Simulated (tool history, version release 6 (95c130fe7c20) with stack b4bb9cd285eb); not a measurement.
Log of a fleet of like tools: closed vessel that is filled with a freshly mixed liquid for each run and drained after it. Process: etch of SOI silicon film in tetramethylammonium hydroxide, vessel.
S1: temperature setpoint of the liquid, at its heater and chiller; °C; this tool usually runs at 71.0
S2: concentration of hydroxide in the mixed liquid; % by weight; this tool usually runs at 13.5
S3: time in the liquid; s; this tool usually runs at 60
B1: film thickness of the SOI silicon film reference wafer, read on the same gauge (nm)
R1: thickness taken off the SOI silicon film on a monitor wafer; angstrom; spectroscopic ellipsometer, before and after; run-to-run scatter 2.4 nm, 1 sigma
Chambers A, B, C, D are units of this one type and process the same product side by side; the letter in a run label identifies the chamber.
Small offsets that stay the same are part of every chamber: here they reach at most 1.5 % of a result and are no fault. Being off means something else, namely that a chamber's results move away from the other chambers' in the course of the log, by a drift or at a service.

run	hour	S1	S2	S3	B1	R1
1A	12.4	71.0	13.5	60	80.004	3924.5
2B	28.8	71.0	13.5	60	79.986	3938.5
3D	42.2	71.0	13.5	60	79.997	3907.6
4C	50.2	71.0	13.5	60	79.996	3901.4
5B	60.2	71.0	13.5	60	80.007	4011.4
6C	74.6	71.0	13.5	60	79.966	3911.2
7A	88.7	71.0	10.5	90	79.999	6451.5
8D	100.9	71.0	10.5	90	80.038	6535.3
9C	115.4	71.0	10.5	90	80.031	6560.8
10D	129.6	71.0	10.5	90	79.992	6504.4
11A	140.4	71.0	13.5	60	80.006	3907.3
12B	156.1	71.0	13.5	60	79.995	3949.2
13C	164.5	71.0	13.5	60	79.985	3967.3
14A	177.9	71.0	13.5	60	79.971	3884.3
# hour 184.7: chamber A: hydroxide flow meter replaced
15B	190.4	71.0	13.5	60	79.956	3967.0
16D	201.4	71.0	13.5	60	79.975	3936.1
17D	213.0	71.0	13.5	60	79.965	3963.0
18B	229.0	71.0	13.5	60	79.976	3968.3
19C	243.2	71.0	13.5	60	79.991	3970.8
20A	255.8	71.0	13.5	60	80.010	3934.5
21C	269.1	71.0	13.5	60	79.978	3973.9
22B	282.2	71.0	13.5	60	79.989	4012.0
23A	296.5	71.0	13.5	60	79.981	3933.3
24D	304.1	71.0	13.5	60	80.000	3920.8
# hour 307.8: chamber B: thermometer replaced
25B	318.5	71.0	13.5	60	80.015	3978.5
# hour 322.7: chamber A: thermometer replaced
26C	326.6	71.0	13.5	60	80.006	4037.8
27D	337.2	71.0	13.5	60	79.983	3947.9
28A	344.9	71.0	13.5	60	80.002	3879.2
# hour 345.1: chamber D: thermometer replaced
29C	355.4	71.0	13.5	60	79.992	4019.7
30D	368.9	75.5	10.5	60	80.019	5608.3
31A	379.0	75.5	10.5	60	79.993	5650.7
32B	389.5	75.5	10.5	60	79.990	5700.7
33B	399.4	75.5	10.5	60	79.999	5672.5
34D	411.4	71.0	13.5	60	80.005	3887.6
35C	424.7	71.0	13.5	60	80.008	4132.5
36A	437.2	71.0	13.5	60	80.020	3870.6
37D	447.4	71.0	13.5	60	80.020	3920.7
38A	457.0	71.0	13.5	60	79.983	3872.6
39B	467.5	71.0	13.5	60	80.013	3997.0
40C	482.8	71.0	13.5	60	79.999	4180.6
41C	494.1	71.0	13.5	60	80.001	4206.7

For the next run the whole fleet of 4 chambers uses the same settings. Give each chamber's results:
42A	506.0	71.0	13.5	60		?
42B	506.0	71.0	13.5	60		?
42C	506.0	71.0	13.5	60		?
42D	506.0	71.0	13.5	60		?

run	R1
42A	3918.7
42B	3989.3
42C	4171.5
42D	3932.3
